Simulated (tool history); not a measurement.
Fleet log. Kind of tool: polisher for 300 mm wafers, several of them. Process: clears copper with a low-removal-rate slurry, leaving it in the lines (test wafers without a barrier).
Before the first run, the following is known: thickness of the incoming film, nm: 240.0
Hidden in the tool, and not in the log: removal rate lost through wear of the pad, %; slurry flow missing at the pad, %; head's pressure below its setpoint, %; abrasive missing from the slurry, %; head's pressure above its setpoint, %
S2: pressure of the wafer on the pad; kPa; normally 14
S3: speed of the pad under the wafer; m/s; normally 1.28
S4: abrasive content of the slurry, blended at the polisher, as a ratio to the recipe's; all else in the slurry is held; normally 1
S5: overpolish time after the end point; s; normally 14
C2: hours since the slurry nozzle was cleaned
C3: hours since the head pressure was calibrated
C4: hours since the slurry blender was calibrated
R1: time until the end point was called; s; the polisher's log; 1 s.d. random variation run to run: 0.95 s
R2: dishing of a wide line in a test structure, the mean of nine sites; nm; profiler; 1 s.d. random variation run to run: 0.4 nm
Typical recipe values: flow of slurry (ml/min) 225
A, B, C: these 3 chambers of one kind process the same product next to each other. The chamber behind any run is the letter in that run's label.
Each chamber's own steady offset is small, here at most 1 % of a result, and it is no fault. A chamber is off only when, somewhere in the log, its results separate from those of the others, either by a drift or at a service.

-- hour=4.2 chamber A: slurry blender recalibrated
-- hour=6.2 chamber A: worn pad replaced by a new one
run 1A hour=14.7 | flow_of_slurry_(ml/min)=225 S2=14 S3=1.28 S4=1 S5=14 | wafers_polished_on_this_pad=50 C2=575.0 C3=866.0 C4=10.5 | R1=84.593 R2=28.807
run 2B hour=25.6 | flow_of_slurry_(ml/min)=225 S2=14 S3=1.28 S4=1 S5=14 | wafers_polished_on_this_pad=480 C2=83.3 C3=1565.8 C4=147.8 | R1=84.833 R2=27.818
-- hour=27.0 chamber B: head pressure recalibrated
run 3C hour=33.0 | flow_of_slurry_(ml/min)=225 S2=14 S3=1.28 S4=1 S5=14 | wafers_polished_on_this_pad=621 C2=335.8 C3=434.9 C4=256.1 | R1=83.950 R2=28.573
-- hour=45.8 chamber B: slurry blender recalibrated
run 4C hour=45.8 | flow_of_slurry_(ml/min)=225 S2=14 S3=1.28 S4=1 S5=14 | wafers_polished_on_this_pad=697 C2=348.6 C3=447.7 C4=268.9 | R1=83.579 R2=28.507
-- hour=50.8 chamber C: slurry blender recalibrated
run 5B hour=53.7 | flow_of_slurry_(ml/min)=225 S2=14 S3=1.28 S4=1 S5=14 | wafers_polished_on_this_pad=646 C2=111.4 C3=26.7 C4=7.9 | R1=82.714 R2=28.452
run 6A hour=66.6 | flow_of_slurry_(ml/min)=225 S2=14 S3=1.28 S4=1 S5=14 | wafers_polished_on_this_pad=357 C2=626.9 C3=917.9 C4=62.4 | R1=85.354 R2=27.993
-- hour=67.6 chamber A: slurry nozzle cleaned
run 7C hour=78.2 | flow_of_slurry_(ml/min)=180 S2=14 S3=1.44 S4=1 S5=14 | wafers_polished_on_this_pad=888 C2=381.0 C3=480.1 C4=27.5 | R1=75.950 R2=30.971
-- hour=81.3 chamber A: head pressure recalibrated
run 8B hour=86.4 | flow_of_slurry_(ml/min)=180 S2=14 S3=1.44 S4=1 S5=14 | wafers_polished_on_this_pad=839 C2=144.1 C3=59.4 C4=40.6 | R1=74.985 R2=31.492
run 9A hour=97.8 | flow_of_slurry_(ml/min)=180 S2=14 S3=1.44 S4=1 S5=14 | wafers_polished_on_this_pad=541 C2=30.2 C3=16.5 C4=93.6 | R1=76.485 R2=30.603
run 10A hour=113.1 | flow_of_slurry_(ml/min)=225 S2=14 S3=1.28 S4=1 S5=14 | wafers_polished_on_this_pad=631 C2=45.5 C3=31.8 C4=108.9 | R1=83.589 R2=28.886
-- hour=115.9 chamber A: worn pad replaced by a new one
run 11C hour=121.4 | flow_of_slurry_(ml/min)=225 S2=14 S3=1.28 S4=1 S5=14 | wafers_polished_on_this_pad=1143 C2=424.2 C3=523.3 C4=70.7 | R1=83.207 R2=28.033
-- hour=128.0 chamber A: slurry blender recalibrated
-- hour=133.7 chamber C: worn pad replaced by a new one
run 12B hour=134.4 | flow_of_slurry_(ml/min)=225 S2=14 S3=1.28 S4=1 S5=14 | wafers_polished_on_this_pad=1123 C2=192.1 C3=107.4 C4=88.6 | R1=82.559 R2=28.866
run 13B hour=146.6 | flow_of_slurry_(ml/min)=225 S2=14 S3=1.28 S4=1 S5=14 | wafers_polished_on_this_pad=1195 C2=204.3 C3=119.6 C4=100.8 | R1=83.165 R2=27.614
run 14A hour=155.0 | flow_of_slurry_(ml/min)=225 S2=14 S3=1.28 S4=1 S5=14 | wafers_polished_on_this_pad=231 C2=87.4 C3=73.7 C4=27.1 | R1=83.666 R2=28.007
run 15C hour=165.4 | flow_of_slurry_(ml/min)=225 S2=14 S3=1.28 S4=1 S5=14 | wafers_polished_on_this_pad=187 C2=468.2 C3=567.3 C4=114.7 | R1=81.420 R2=28.588
-- hour=168.7 chamber B: worn pad replaced by a new one
run 16C hour=173.3 | flow_of_slurry_(ml/min)=225 S2=14 S3=1.28 S4=1 S5=14 | wafers_polished_on_this_pad=234 C2=476.1 C3=575.2 C4=122.6 | R1=82.139 R2=27.728
run 17B hour=186.6 | flow_of_slurry_(ml/min)=225 S2=14 S3=1.28 S4=1 S5=14 | wafers_polished_on_this_pad=106 C2=244.3 C3=159.6 C4=140.8 | R1=82.475 R2=28.430
-- hour=193.4 chamber B: slurry blender recalibrated
run 18A hour=199.6 | flow_of_slurry_(ml/min)=225 S2=14 S3=1.28 S4=1 S5=14 | wafers_polished_on_this_pad=494 C2=132.0 C3=118.3 C4=71.7 | R1=83.379 R2=28.485
run 19A hour=207.6 | flow_of_slurry_(ml/min)=225 S2=14 S3=1.28 S4=1 S5=14 | wafers_polished_on_this_pad=541 C2=140.0 C3=126.3 C4=79.7 | R1=83.806 R2=27.976
run 20B hour=221.9 | flow_of_slurry_(ml/min)=225 S2=14 S3=1.28 S4=1 S5=14 | wafers_polished_on_this_pad=314 C2=279.6 C3=194.9 C4=28.6 | R1=82.088 R2=28.344
-- hour=232.4 chamber A: slurry blender recalibrated
run 21C hour=234.5 | flow_of_slurry_(ml/min)=225 S2=14 S3=1.28 S4=1 S5=14 | wafers_polished_on_this_pad=595 C2=537.3 C3=636.4 C4=183.8 | R1=82.562 R2=28.102
-- hour=239.1 chamber A: worn pad replaced by a new one
run 22C hour=245.8 | flow_of_slurry_(ml/min)=225 S2=14 S3=1.28 S4=1 S5=14 | wafers_polished_on_this_pad=662 C2=548.6 C3=647.7 C4=195.1 | R1=82.936 R2=28.909
run 23A hour=254.2 | flow_of_slurry_(ml/min)=225 S2=14 S3=1.28 S4=1 S5=14 | wafers_polished_on_this_pad=89 C2=186.6 C3=172.9 C4=21.8 | R1=83.661 R2=28.385
run 24B hour=263.6 | flow_of_slurry_(ml/min)=225 S2=14 S3=1.28 S4=1 S5=14 | wafers_polished_on_this_pad=561 C2=321.3 C3=236.6 C4=70.3 | R1=83.305 R2=28.307
run 25B hour=277.6 | flow_of_slurry_(ml/min)=225 S2=14 S3=1.28 S4=1 S5=14 | wafers_polished_on_this_pad=643 C2=335.3 C3=250.6 C4=84.3 | R1=83.453 R2=28.733
run 26C hour=289.6 | flow_of_slurry_(ml/min)=225 S2=14 S3=1.28 S4=1 S5=14 | wafers_polished_on_this_pad=921 C2=592.4 C3=691.5 C4=238.9 | R1=84.081 R2=27.586
run 27A hour=304.0 | flow_of_slurry_(ml/min)=225 S2=14 S3=1.70 S4=1 S5=14 | wafers_polished_on_this_pad=383 C2=236.4 C3=222.7 C4=71.6 | R1=64.240 R2=35.785
run 28A hour=312.4 | flow_of_slurry_(ml/min)=225 S2=14 S3=1.70 S4=1 S5=14 | wafers_polished_on_this_pad=433 C2=244.8 C3=231.1 C4=80.0 | R1=62.864 R2=36.205

Each of the 3 chambers runs these same settings next. Fill in every chamber's results:
run 29A hour=323.4 | flow_of_slurry_(ml/min)=225 S2=14 S3=1.28 S4=1 S5=14 | R1=? R2=?
run 29B hour=323.4 | flow_of_slurry_(ml/min)=225 S2=14 S3=1.28 S4=1 S5=14 | R1=? R2=?
run 29C hour=323.4 | flow_of_slurry_(ml/min)=225 S2=14 S3=1.28 S4=1 S5=14 | R1=? R2=?

run=29A R1=84.456 R2=28.124
run=29B R1=83.183 R2=28.896
run=29C R1=82.874 R2=27.967
